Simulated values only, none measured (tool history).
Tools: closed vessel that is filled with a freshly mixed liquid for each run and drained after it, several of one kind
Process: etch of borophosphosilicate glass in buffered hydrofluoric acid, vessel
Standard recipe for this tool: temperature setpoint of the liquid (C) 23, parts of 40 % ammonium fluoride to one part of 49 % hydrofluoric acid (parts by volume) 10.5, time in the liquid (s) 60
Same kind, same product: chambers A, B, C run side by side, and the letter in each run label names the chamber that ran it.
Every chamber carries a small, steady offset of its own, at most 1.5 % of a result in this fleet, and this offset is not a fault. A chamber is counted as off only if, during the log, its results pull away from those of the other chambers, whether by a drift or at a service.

| run | hour | temperature setpoint of the liquid (C) | parts of 40 % ammonium fluoride to one part of 49 % hydrofluoric acid (parts by volume) | time in the liquid (s) | hours since the thermometer was replaced | hours since the hydrofluoric acid flow meter was replaced | read-back film thickness of the borophosphosilicate glass reference wafer, read on the same gauge (nm) | thickness taken off the borophosphosilicate glass on a monitor wafer (Å) |
|---|---|---|---|---|---|---|---|---|
| 1C | 16.4 | 23 | 10.5 | 60 | 1335.8 | 254.4 | 50.017 | 1932.7 |
| 2A | 24.0 | 23 | 10.5 | 60 | 340.5 | 157.3 | 49.971 | 1902.5 |
| 3B | 31.5 | 23 | 10.5 | 60 | 64.4 | 1559.8 | 50.028 | 1924.3 |
| 4C | 39.5 | 23 | 10.5 | 60 | 1358.9 | 277.5 | 50.002 | 1945.3 |
| 5A | 49.0 | 23 | 10.5 | 60 | 365.5 | 182.3 | 49.991 | 1911.9 |
| 6B | 64.5 | 23 | 12.5 | 90 | 97.4 | 1592.8 | 50.034 | 2422.4 |
| 7A | 73.5 | 23 | 12.5 | 90 | 390.0 | 206.8 | 50.001 | 2423.0 |
| 8B | 90.0 | 23 | 12.5 | 90 | 122.9 | 1618.3 | 50.009 | 2467.7 |
| 9C | 99.4 | 23 | 10.5 | 60 | 1418.8 | 337.4 | 49.976 | 1922.7 |
| 10B | 112.7 | 23 | 10.5 | 60 | 145.6 | 1641.0 | 49.997 | 1938.6 |
| 11A | 125.9 | 23 | 10.5 | 60 | 442.4 | 259.2 | 49.967 | 1895.9 |
| 12C | 142.7 | 23 | 10.5 | 60 | 1462.1 | 380.7 | 49.980 | 1935.0 |
| 13B | 151.8 | 23 | 10.5 | 60 | 184.7 | 1680.1 | 50.021 | 1926.6 |
| 14C | 163.8 | 23 | 10.5 | 35 | 1483.2 | 401.8 | 50.006 | 1129.9 |
| 15A | 174.1 | 23 | 10.5 | 35 | 490.6 | 307.4 | 50.008 | 1119.1 |
| 16C | 182.2 | 23 | 10.5 | 35 | 1501.6 | 420.2 | 50.041 | 1117.4 |
| 17B | 196.5 | 23 | 10.5 | 60 | 229.4 | 1724.8 | 49.982 | 1935.2 |
| 18A | 204.6 | 23 | 10.5 | 60 | 521.1 | 337.9 | 49.997 | 1920.0 |
| 19A | 216.1 | 23 | 10.5 | 60 | 532.6 | 349.4 | 50.003 | 1910.0 |
| 20B | 228.9 | 23 | 10.5 | 35 | 261.8 | 1757.2 | 49.995 | 1125.2 |
|  | 232.5 | chamber C: thermometer replaced |
| 21C | 240.8 | 23 | 10.5 | 35 | 8.3 | 478.8 | 49.998 | 1122.0 |
| 22A | 255.4 | 23 | 10.5 | 35 | 571.9 | 388.7 | 50.029 | 1096.9 |
| 23B | 264.1 | 23 | 10.5 | 60 | 297.0 | 1792.4 | 49.995 | 1924.8 |
| 24C | 279.6 | 23 | 10.5 | 60 | 47.1 | 517.6 | 49.973 | 1908.0 |
| 25C | 286.9 | 23 | 10.5 | 60 | 54.4 | 524.9 | 50.006 | 1935.2 |
| 26B | 303.4 | 23 | 10.5 | 60 | 336.3 | 1831.7 | 49.998 | 1938.8 |
| 27A | 313.9 | 23 | 10.5 | 60 | 630.4 | 447.2 | 50.013 | 1878.1 |
| 28B | 324.0 | 23 | 10.5 | 60 | 356.9 | 1852.3 | 49.999 | 1917.4 |
| 29A | 332.4 | 23 | 10.5 | 60 | 648.9 | 465.7 | 49.971 | 1846.9 |
| 30C | 347.5 | 23 | 10.5 | 60 | 115.0 | 585.5 | 50.038 | 1917.5 |
| 31A | 356.7 | 23 | 10.5 | 60 | 673.2 | 490.0 | 49.998 | 1828.0 |
| 32C | 370.4 | 23 | 10.5 | 60 | 137.9 | 608.4 | 49.961 | 1903.8 |
| 33B | 386.3 | 23 | 10.5 | 60 | 419.2 | 1914.6 | 50.017 | 1928.7 |
| 34C | 395.3 | 23 | 10.5 | 60 | 162.8 | 633.3 | 50.027 | 1908.2 |
| 35A | 408.5 | 23 | 10.5 | 60 | 725.0 | 541.8 | 50.030 | 1789.7 |
| 36B | 424.4 | 23 | 10.5 | 60 | 457.3 | 1952.7 | 50.001 | 1939.9 |
| 37B | 436.5 | 23 | 10.5 | 85 | 469.4 | 1964.8 | 50.039 | 2737.4 |
| 38C | 451.9 | 23 | 10.5 | 85 | 219.4 | 689.9 | 50.034 | 2737.1 |
| 39A | 466.0 | 23 | 10.5 | 85 | 782.5 | 599.3 | 49.987 | 2515.9 |

Which is it: a chamber that has drifted or been left off by a service, a gauge drift common to all chambers, or only each chamber's usual small offset? If a chamber is off, name it and its likeliest cause.

It is chamber A that slowly wanders off from its peers.
Most likely cause: hydrofluoric acid flow below the setpoint (%) = 6.45.
It could be hard to tell apart here from: liquid colder than its thermometer reads (K).

Chamber A could run next with any of the 4 candidate recipes listed below; each alters the usual settings, and their results appear as question marks. Which one brings its results back in line with what the other chambers deliver on the usual settings?
To be in line, a result may differ from the other chambers' mean on the usual settings by at most: thickness taken off the borophosphosilicate glass on a monitor wafer (Å) 48.0
| 40A-1 | 478.0 | 21.5 | 10.5 | 60 |  |  |  | ? |
| 40A-2 | 478.0 | 23.5 | 10.0 | 60 |  |  |  | ? |
| 40A-3 | 478.0 | 22.5 | 10.5 | 60 |  |  |  | ? |
| 40A-4 | 478.0 | 23.5 | 10.5 | 60 |  |  |  | ? |

Mean of the other chambers on the usual settings: thickness taken off the borophosphosilicate glass on a monitor wafer (Å) 1927.5
| run | thickness taken off the borophosphosilicate glass on a monitor wafer (Å) |
|---|---|
| 40A-1 | 1649.6 |
| 40A-2 | 1929.3 |
| 40A-3 | 1743.1 |
| 40A-4 | 1840.4 |
Change 40A-2 lands the chamber within the allowed miss of the other chambers.
